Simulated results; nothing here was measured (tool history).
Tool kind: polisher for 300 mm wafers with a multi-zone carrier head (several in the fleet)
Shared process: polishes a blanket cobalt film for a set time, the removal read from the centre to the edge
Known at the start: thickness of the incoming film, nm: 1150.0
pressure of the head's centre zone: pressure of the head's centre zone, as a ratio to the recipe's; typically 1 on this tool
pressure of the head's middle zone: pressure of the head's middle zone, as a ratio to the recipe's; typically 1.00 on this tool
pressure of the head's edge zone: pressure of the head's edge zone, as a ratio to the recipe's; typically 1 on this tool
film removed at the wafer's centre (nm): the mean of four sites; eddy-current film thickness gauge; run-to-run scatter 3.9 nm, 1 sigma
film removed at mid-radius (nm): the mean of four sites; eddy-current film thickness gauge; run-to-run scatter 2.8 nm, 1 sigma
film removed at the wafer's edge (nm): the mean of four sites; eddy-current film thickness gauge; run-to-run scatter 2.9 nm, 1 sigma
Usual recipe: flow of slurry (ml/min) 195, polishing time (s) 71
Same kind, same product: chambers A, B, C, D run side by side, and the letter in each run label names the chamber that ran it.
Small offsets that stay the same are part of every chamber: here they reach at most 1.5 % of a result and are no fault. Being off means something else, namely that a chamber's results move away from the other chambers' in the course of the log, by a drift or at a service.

run,hour,flow of slurry (ml/min),pressure of the head's centre zone,pressure of the head's middle zone,pressure of the head's edge zone,polishing time (s),wafers polished on this pad,hours since the slurry nozzle was cleaned,hours since the centre zone pressure was calibrated,hours since the edge zone pressure was calibrated,film removed at the wafer's centre (nm),film removed at mid-radius (nm),film removed at the wafer's edge (nm)
1C,11.1,195,1,1.00,1,71,497,97.3,1279.9,545.4,342.82,343.42,341.06
# hour 17.6: chamber D: worn pad replaced by a new one
# hour 21.7: chamber C: centre zone pressure recalibrated
2D,24.5,195,1,1.00,1,71,57,152.8,550.0,737.7,343.18,344.16,346.67
3A,33.6,195,1,1.00,1,71,675,115.4,50.3,88.9,350.40,341.21,341.06
# hour 38.7: chamber C: worn pad replaced by a new one
4B,43.3,195,1,1.00,1,71,787,594.3,146.3,928.7,349.01,341.81,339.83
5D,52.3,195,1,1.00,1,71,287,180.6,577.8,765.5,342.63,340.32,337.89
# hour 57.9: chamber B: worn pad replaced by a new one
6C,63.6,195,1,1.00,1,71,205,149.8,41.9,597.9,353.95,342.21,346.53
# hour 72.1: chamber A: worn pad replaced by a new one
7A,76.4,195,1,1.00,1,71,35,158.2,93.1,131.7,348.09,342.82,340.24
8B,88.0,195,1,1.00,1,71,249,639.0,191.0,973.4,342.77,341.52,342.55
9C,95.1,195,1,1.00,1,71,466,181.3,73.4,629.4,345.52,338.89,343.35
10A,101.6,195,1,1.00,1,71,244,183.4,118.3,156.9,345.95,346.37,336.77
11B,107.9,195,1,1.00,1,71,413,658.9,210.9,993.3,348.76,338.67,346.38
12D,116.9,195,1,1.00,1,71,821,245.2,642.4,830.1,349.57,341.53,348.23
# hour 121.3: chamber C: edge zone pressure recalibrated
# hour 126.1: chamber C: worn pad replaced by a new one
13B,130.1,195,1,1.00,1,81,597,681.1,233.1,1015.5,400.85,395.41,393.71
# hour 137.2: chamber D: worn pad replaced by a new one
14C,141.5,195,1,1.00,1,81,127,227.7,119.8,20.2,401.38,394.47,394.93
15D,153.4,195,1,1.00,1,81,134,281.7,678.9,866.6,388.58,391.66,393.83
16A,165.1,195,1,1.00,1,81,768,246.9,181.8,220.4,401.14,392.08,387.31
17D,175.3,195,1,1.00,1,71,315,303.6,700.8,888.5,339.38,344.77,349.39
18C,186.0,195,1,1.00,1,71,495,272.2,164.3,64.7,349.20,343.36,349.17
# hour 196.6: chamber B: worn pad replaced by a new one
19A,199.3,140,1,1.00,1,71,1051,281.1,216.0,254.6,324.75,327.43,327.45
# hour 203.2: chamber A: worn pad replaced by a new one
20B,208.8,140,1,1.00,1,71,101,759.8,311.8,1094.2,320.67,321.05,333.96
# hour 209.5: chamber C: worn pad replaced by a new one
21A,218.3,140,1,1.00,1,71,125,300.1,235.0,273.6,326.99,320.73,322.09
22B,231.5,140,1,1.00,1,71,288,782.5,334.5,1116.9,322.34,319.55,326.42
23D,242.5,195,1,1.00,1,71,870,370.8,768.0,955.7,340.13,339.35,346.89
# hour 242.9: chamber B: slurry nozzle cleaned
24C,256.1,195,1,1.00,1,71,386,342.3,234.4,134.8,344.42,341.90,344.78
# hour 257.0: chamber D: worn pad replaced by a new one
25D,263.8,195,1,1.00,1,71,56,392.1,789.3,977.0,346.19,348.48,345.29
# hour 272.6: chamber C: slurry nozzle cleaned
26C,275.8,195,1,1.00,1,71,548,3.2,254.1,154.5,348.47,347.25,344.82
27A,284.1,195,1,1.00,1,71,669,365.9,300.8,339.4,348.61,344.68,340.46
28B,291.6,195,1,1.00,1,71,785,48.7,394.6,1177.0,347.23,342.87,343.17
# hour 291.8: chamber D: centre zone pressure recalibrated
# hour 296.2: chamber C: worn pad replaced by a new one
# hour 302.8: chamber B: worn pad replaced by a new one
29A,305.4,195,1,1.00,1,71,845,387.2,322.1,360.7,348.18,344.54,340.83
# hour 307.3: chamber B: edge zone pressure recalibrated
# hour 314.3: chamber D: edge zone pressure recalibrated
30D,314.4,195,1,1.00,1,71,474,442.7,22.6,0.2,343.33,345.98,345.84
31C,325.9,195,1,1.00,1,71,245,53.3,304.2,204.6,347.09,346.07,344.64
# hour 336.5: chamber D: slurry nozzle cleaned
32B,338.5,195,1,1.00,1,94,295,95.6,441.5,31.3,450.55,456.82,451.93
# hour 339.6: chamber A: worn pad replaced by a new one
33B,346.9,195,1,1.00,1,94,364,104.0,449.9,39.7,467.91,456.08,449.93
# hour 356.2: chamber B: centre zone pressure recalibrated
34C,359.7,195,1,1.00,1,94,525,87.1,338.0,238.4,462.17,463.48,461.83
35A,372.6,195,1,1.00,1,94,273,454.4,389.3,427.9,468.08,462.23,454.47
# hour 379.5: chamber C: worn pad replaced by a new one
# hour 386.0: chamber D: worn pad replaced by a new one
36D,386.6,195,1,1.00,1,71,5,50.1,94.8,72.4,338.51,346.74,343.71
37B,397.1,195,1,1.00,1,71,779,154.2,41.0,89.9,348.23,345.67,343.57
38D,405.7,195,1,1.00,1,71,163,69.2,113.9,91.5,347.41,343.42,346.45
39C,417.8,195,1,1.00,1,71,316,145.2,396.1,296.5,349.69,346.52,344.46
40A,426.4,195,1,1.00,1,71,718,508.2,443.1,481.7,347.51,347.62,341.14

For the next run the whole fleet of 4 chambers uses the same settings. Give each chamber's results:
41A,436.7,195,1,0.93,1,71,,,,,?,?,?
41B,436.7,195,1,0.93,1,71,,,,,?,?,?
41C,436.7,195,1,0.93,1,71,,,,,?,?,?
41D,436.7,195,1,0.93,1,71,,,,,?,?,?

run,film removed at the wafer's centre (nm),film removed at mid-radius (nm),film removed at the wafer's edge (nm)
41A,347.26,324.40,342.94
41B,345.82,325.28,336.04
41C,352.76,317.13,348.40
41D,350.72,320.82,347.88
